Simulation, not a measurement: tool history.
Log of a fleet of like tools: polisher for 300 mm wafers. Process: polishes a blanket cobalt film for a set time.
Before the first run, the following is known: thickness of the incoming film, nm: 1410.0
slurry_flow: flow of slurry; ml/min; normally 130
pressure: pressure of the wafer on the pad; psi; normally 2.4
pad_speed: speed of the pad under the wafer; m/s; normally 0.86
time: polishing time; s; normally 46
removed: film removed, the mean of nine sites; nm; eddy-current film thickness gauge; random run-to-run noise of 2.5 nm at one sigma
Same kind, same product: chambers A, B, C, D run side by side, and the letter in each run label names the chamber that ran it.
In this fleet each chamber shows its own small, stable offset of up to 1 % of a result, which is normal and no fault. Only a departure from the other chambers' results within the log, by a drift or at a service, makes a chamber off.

run	hour	slurry_flow	pressure	pad_speed	time	removed
1C	4.1	130	2.4	0.86	46	229.47
2D	7.7	130	2.4	0.86	46	231.76
3A	10.6	130	2.4	0.86	46	223.46
4B	16.7	130	2.4	0.86	46	230.69
5A	21.8	130	2.4	0.86	46	223.62
6D	25	130	2.4	0.86	46	234.66
7C	27.9	130	2.4	0.86	46	231.61
8B	31.6	130	2.4	0.86	46	227.53
9C	37.6	130	1.8	0.86	46	168.02
# hour 42.3: chamber A: worn pad replaced by a new one
10D	42.8	130	1.8	0.86	46	171.31
11A	47.8	130	1.8	0.86	46	173.07
12B	53.9	130	1.8	0.86	46	171.2
13D	59.9	130	2.4	0.86	46	231.84
# hour 60.6: chamber D: worn pad replaced by a new one
14C	63.6	130	2.4	0.86	46	227.74
15A	67	130	2.4	0.86	46	222.66
16B	70.9	130	2.4	0.86	46	222.84
17C	73.7	130	2.4	0.86	46	225.24
18D	78.2	130	2.4	0.86	46	232.32
19B	82.8	130	2.4	0.86	46	227.61
20A	86.5	130	2.4	0.86	46	224.95
21C	91.6	130	2.4	0.86	46	223.3
# hour 93.5: chamber B: worn pad replaced by a new one
22A	95.2	130	2.4	0.86	46	225.34
23D	98.5	130	2.4	0.86	46	232.4
24B	103.7	130	2.4	0.86	46	223.97
25C	108.3	130	2.4	0.86	46	219.2
26D	114.4	130	2.4	0.86	46	228.37
27A	118.7	130	2.4	0.86	46	226.45
28B	124.8	130	2.1	0.86	46	199.81
29B	130.5	130	2.1	0.86	46	197.69
30D	135.1	130	2.1	0.86	46	205.52
31A	139.1	130	2.1	0.86	46	201.98
32C	145.2	130	2.4	0.86	46	208.32
33D	151.2	110	2.4	0.86	33	160.7
34C	156.7	110	2.4	0.86	33	145.32
35B	159.6	110	2.4	0.86	33	156.64
36A	162.4	110	2.4	0.86	33	155.78
37A	167.7	130	2.4	0.86	46	228.33
38C	172.2	130	2.4	0.86	55	252.35
# hour 172.5: chamber B: worn pad replaced by a new one
39D	175.4	130	2.4	0.86	55	274.25
40B	178.9	130	2.4	0.86	55	272.68
41A	181.8	130	2.4	0.86	55	271.43
# hour 182.9: chamber D: slurry nozzle cleaned
42B	185.4	130	2.4	0.86	46	225.65
43D	188.2	130	2.4	0.86	46	230.14

For the next run the whole fleet of 4 chambers uses the same settings. Give each chamber's results:
44A	192.7	165	2.4	0.86	46	?
44B	192.7	165	2.4	0.86	46	?
44C	192.7	165	2.4	0.86	46	?
44D	192.7	165	2.4	0.86	46	?

run	removed
44A	236.16
44B	239.38
44C	209.27
44D	240.54
